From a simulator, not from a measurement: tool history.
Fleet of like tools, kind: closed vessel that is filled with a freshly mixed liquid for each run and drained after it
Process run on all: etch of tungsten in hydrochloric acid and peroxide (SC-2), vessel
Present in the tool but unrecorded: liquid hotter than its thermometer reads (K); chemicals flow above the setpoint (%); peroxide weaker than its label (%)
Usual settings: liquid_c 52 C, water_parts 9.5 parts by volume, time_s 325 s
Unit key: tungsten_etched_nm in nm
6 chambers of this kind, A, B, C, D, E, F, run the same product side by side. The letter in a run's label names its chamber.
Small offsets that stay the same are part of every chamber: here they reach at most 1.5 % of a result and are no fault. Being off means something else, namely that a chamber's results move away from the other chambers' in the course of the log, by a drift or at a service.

run,hour,liquid_c,water_parts,time_s,hours since the thermometer was replaced,hours since the chemicals flow meter was replaced,hours since the drum of peroxide was connected,"read-back film thickness of the tungsten reference wafer, read on the same gauge (nm)",tungsten_etched_nm
1B,7.9,52,9.5,325,509.4,619.7,739.5,109.97,51.468
2C,13.8,52,9.5,325,1038.7,710.6,47.2,110.03,52.03
3D,19.7,52,9.5,325,803,416.5,285.4,109.96,51.607
4F,27.1,52,9.5,325,374.8,289.5,1017,109.97,50.894
5A,32.8,52,6,325,879,489.5,230.4,109.99,73.6
6E,42.2,52,6,325,591.4,199.8,199.4,110.02,73.168
# hour 45.1: chamber A: thermometer replaced
7E,49.5,52,6,325,598.7,207.1,206.7,110.02,72.963
8A,59,52,6,325,14,515.7,256.6,110.01,73.59
9D,66.6,52,6,325,849.9,463.4,332.3,110.01,73.007
10C,73.1,52,6,325,1098,769.9,106.5,110.02,73.757
11F,77.2,52,9.5,325,424.9,339.6,1067.1,109.99,51.898
12B,85.1,52,9.5,325,586.6,696.9,816.7,110.01,50.989
13B,92,52,9.5,325,593.5,703.8,823.6,110.03,51.81
14D,98.4,52,9.5,325,881.7,495.2,364.1,110.03,51.447
15A,106.7,52,9.5,325,61.7,563.4,304.3,110,50.163
16C,112.1,52,5.5,325,1137,808.9,145.5,110.02,78.94
17F,120.8,52,5.5,325,468.5,383.2,1110.7,110.01,79.843
# hour 123.9: chamber F: new drum of peroxide connected
18E,126.4,52,5.5,325,675.6,284,283.6,110,78.167
19B,131.6,52,5.5,325,633.1,743.4,863.2,110.02,78.958
20C,141.1,52,5.5,325,1166,837.9,174.5,109.99,79.224
21A,146.8,52,5.5,325,101.8,603.5,344.4,109.98,78.469
22D,153.7,57.5,9.5,205,937,550.5,419.4,110.02,47.014
23E,157.9,57.5,9.5,205,707.1,315.5,315.1,109.99,46.403
24F,165.9,57.5,9.5,205,513.6,428.3,42,109.98,47.092
25A,172.8,57.5,9.5,205,127.8,629.5,370.4,110.01,45.903
26E,179.3,57.5,9.5,205,728.5,336.9,336.5,109.96,46.33
27C,183.6,57.5,9.5,205,1208.5,880.4,217,110,46.176
28F,190.2,52,9.5,325,537.9,452.6,66.3,110.02,51.757
# hour 191.3: chamber C: chemicals flow meter replaced
29B,199.2,52,9.5,325,700.7,811,930.8,110.03,51.589
30D,207.8,52,9.5,325,991.1,604.6,473.5,109.99,53.219
31C,212.2,52,9.5,325,1237.1,21,245.6,110.02,51.543
32A,217.2,52,9.5,325,172.2,673.9,414.8,110.04,50.876
33F,226.3,52,9.5,325,574,488.7,102.4,110.02,51.733
# hour 231.2: chamber E: new drum of peroxide connected
34D,233.8,52,9.5,325,1017.1,630.6,499.5,110,53.792
35E,241.3,52,9.5,325,790.5,398.9,10.1,110.03,51.159
36B,245.7,52,9.5,325,747.2,857.5,977.3,110,51.625
37E,254.8,52,9.5,325,804,412.4,23.6,109.98,50.982
38A,259.9,52,9.5,325,214.9,716.6,457.5,110,51.251

Has any chamber moved away from the others, gradually or after a service, or does the common gauge drift, or do the chambers differ only by their own small steady offsets? State the chamber and the most likely cause if one applies.

Chamber D drifts away from the others.
Likeliest cause: chemicals flow above the setpoint (%) = 8.09.
It could be hard to tell apart here from: liquid hotter than its thermometer reads (K).

Here are 4 candidates for chamber D's next run, each the usual settings with a change, their results left as question marks. Which one brings its results back in line with what the others give on the usual settings?
In line here means within this much of the mean the other chambers give on the usual settings: tungsten_etched_nm 1.1 nm
39D-1,266.7,53,9.5,325,,,,,?
39D-2,266.7,52,11,325,,,,,?
39D-3,266.7,51.5,9.5,315,,,,,?
39D-4,266.7,52,9.5,365,,,,,?

Average result of the remaining chambers running the usual settings: tungsten_etched_nm 51.291 nm
run,tungsten_etched_nm
39D-1,58.114
39D-2,48.268
39D-3,51.102
39D-4,61.159
The right change is 39D-3: it brings the chamber back within the allowed miss of the others.

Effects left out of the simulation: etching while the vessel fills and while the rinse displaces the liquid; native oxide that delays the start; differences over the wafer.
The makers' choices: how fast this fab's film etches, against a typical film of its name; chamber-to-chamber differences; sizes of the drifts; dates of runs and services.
